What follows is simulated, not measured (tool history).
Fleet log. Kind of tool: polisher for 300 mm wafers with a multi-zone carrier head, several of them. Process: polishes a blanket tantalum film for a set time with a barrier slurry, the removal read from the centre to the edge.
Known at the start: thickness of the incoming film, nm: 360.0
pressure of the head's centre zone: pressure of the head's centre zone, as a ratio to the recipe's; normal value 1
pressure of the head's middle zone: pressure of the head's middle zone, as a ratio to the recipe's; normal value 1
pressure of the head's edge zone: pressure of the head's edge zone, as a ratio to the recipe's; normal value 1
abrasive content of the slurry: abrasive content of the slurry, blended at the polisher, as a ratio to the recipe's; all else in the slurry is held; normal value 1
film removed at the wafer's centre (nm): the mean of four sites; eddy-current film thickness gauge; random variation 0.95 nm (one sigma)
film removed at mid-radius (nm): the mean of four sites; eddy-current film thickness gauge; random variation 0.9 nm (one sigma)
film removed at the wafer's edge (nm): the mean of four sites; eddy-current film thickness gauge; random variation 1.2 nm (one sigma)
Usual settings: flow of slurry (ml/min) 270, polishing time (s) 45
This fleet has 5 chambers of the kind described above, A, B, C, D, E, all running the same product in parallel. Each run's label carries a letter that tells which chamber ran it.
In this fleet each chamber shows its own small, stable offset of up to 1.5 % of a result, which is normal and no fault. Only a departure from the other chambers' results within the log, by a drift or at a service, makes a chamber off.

run   hour  flow of slurry (ml/min)  pressure of the head's centre zone  pressure of the head's middle zone  pressure of the head's edge zone  abrasive content of the slurry  polishing time (s)  film removed at the wafer's centre (nm)  film removed at mid-radius (nm)  film removed at the wafer's edge (nm)
 1B   10.8                      270                                   1                                   1                                 1                               1                  45                                   100.05                           101.57                                 99.346
      14.6  -- chamber E: worn pad replaced by a new one
 2A   17.8                      270                                   1                                   1                                 1                               1                  45                                   101.51                           99.122                                 100.84
      18.3  -- chamber C: worn pad replaced by a new one
 3D   28.8                      270                                   1                                   1                                 1                               1                  45                                   100.43                           98.951                                 100.62
 4E     41                      270                                   1                                   1                                 1                               1                  45                                    99.96                           100.37                                 102.96
 5C   48.9                      270                                   1                                   1                                 1                               1                  45                                   101.63                           99.085                                 98.552
 6C   57.8                      270                                   1                                   1                                 1                               1                  45                                   100.29                            98.65                                 98.181
 7E   63.5                      270                                   1                                   1                                 1                               1                  45                                   99.659                           100.22                                 101.38
 8D   72.7                      270                                   1                                   1                                 1                               1                  45                                   100.29                            98.57                                 100.59
 9B   78.9                      270                                   1                                   1                                 1                               1                  45                                   98.787                            101.5                                 99.931
        80  -- chamber D: slurry nozzle cleaned
10A   89.9                      185                                   1                                   1                                 1                               1                  45                                   94.453                           93.608                                 96.306
      90.7  -- chamber A: worn pad replaced by a new one
      90.9  -- chamber D: worn pad replaced by a new one
11B  100.4                      185                                   1                                   1                                 1                               1                  45                                   94.754                           95.452                                 98.463
     100.9  -- chamber E: worn pad replaced by a new one
     101.9  -- chamber D: centre zone pressure recalibrated
12E  110.7                      185                                   1                                   1                                 1                               1                  45                                   95.426                           95.259                                  97.37
     110.9  -- chamber C: worn pad replaced by a new one
13C    117                      185                                   1                                   1                                 1                               1                  45                                    95.25                           94.495                                 97.027
14A  122.9                      185                                   1                                   1                                 1                               1                  45                                   95.634                           93.421                                 98.642
15D  135.7                      270                                   1                                   1                                 1                               1                  45                                   101.73                            99.08                                 99.522
16E  148.4                      270                                   1                                   1                                 1                               1                  45                                   102.49                           100.36                                 101.31
17B  157.2                      270                                   1                                   1                                 1                               1                  45                                   98.098                           99.301                                 100.79
18C  166.9                      270                                   1                                   1                                 1                               1                  45                                   98.592                           99.044                                 100.19
     172.1  -- chamber E: worn pad replaced by a new one
19D  174.6                      270                                   1                                   1                                 1                               1                  45                                   100.31                            98.78                                 101.27
20A  183.4                      270                                   1                                   1                                 1                               1                  45                                   98.079                            100.4                                 101.23
     192.3  -- chamber E: slurry nozzle cleaned
21A  193.2                      270                                   1                                   1                                 1                               1                  45                                   101.69                           100.29                                 100.83
22E  204.4                      270                                   1                                   1                                 1                               1                  45                                   99.253                           99.746                                 100.63
     205.5  -- chamber B: slurry nozzle cleaned
23B  211.4                      270                                   1                                   1                                 1                               1                  45                                   96.244                           96.734                                 96.868
       218  -- chamber D: worn pad replaced by a new one
24D  221.2                      270                                   1                                   1                                 1                               1                  45                                   101.43                           99.623                                 100.42
     226.5  -- chamber C: worn pad replaced by a new one
25C  233.7                      270                                   1                                   1                                 1                               1                  45                                   99.719                           99.416                                 98.906
     235.8  -- chamber C: slurry nozzle cleaned
26B  244.9                      270                                   1                                   1                                 1                               1                  45                                   96.192                           96.652                                 95.586
     250.6  -- chamber A: worn pad replaced by a new one
27A    255                      270                                   1                                   1                                 1                               1                  45                                   99.639                           99.577                                 100.49
     261.4  -- chamber E: worn pad replaced by a new one
28E  261.9                      270                                   1                                   1                                 1                               1                  45                                   100.85                           101.75                                 102.15
     265.6  -- chamber B: centre zone pressure recalibrated
29D  267.7                      215                                   1                                   1                              0.92                               1                  45                                   98.837                           97.035                                 94.654
30C  280.2                      215                                   1                                   1                              0.92                               1                  45                                   95.211                           97.843                                 92.573
31D  291.5                      215                                   1                                   1                              0.92                               1                  45                                   96.605                           95.402                                  96.79
32B  299.8                      215                                   1                                   1                              0.92                               1                  45                                   90.526                           90.849                                 86.904

Next, every chamber runs the same settings. What will each give?
33A   309                      270                                   1                                   1                                 1                               1                  45                                        ?                                ?                                      ?
33B   309                      270                                   1                                   1                                 1                               1                  45                                        ?                                ?                                      ?
33C   309                      270                                   1                                   1                                 1                               1                  45                                        ?                                ?                                      ?
33D   309                      270                                   1                                   1                                 1                               1                  45                                        ?                                ?                                      ?
33E   309                      270                                   1                                   1                                 1                               1                  45                                        ?                                ?                                      ?

run  film removed at the wafer's centre (nm)  film removed at mid-radius (nm)  film removed at the wafer's edge (nm)
33A                                   101.87                           99.316                                 101.39
33B                                   92.496                           91.241                                 92.157
33C                                   102.09                            99.71                                 99.014
33D                                   99.838                           96.515                                 99.258
33E                                   100.22                           102.33                                 99.566
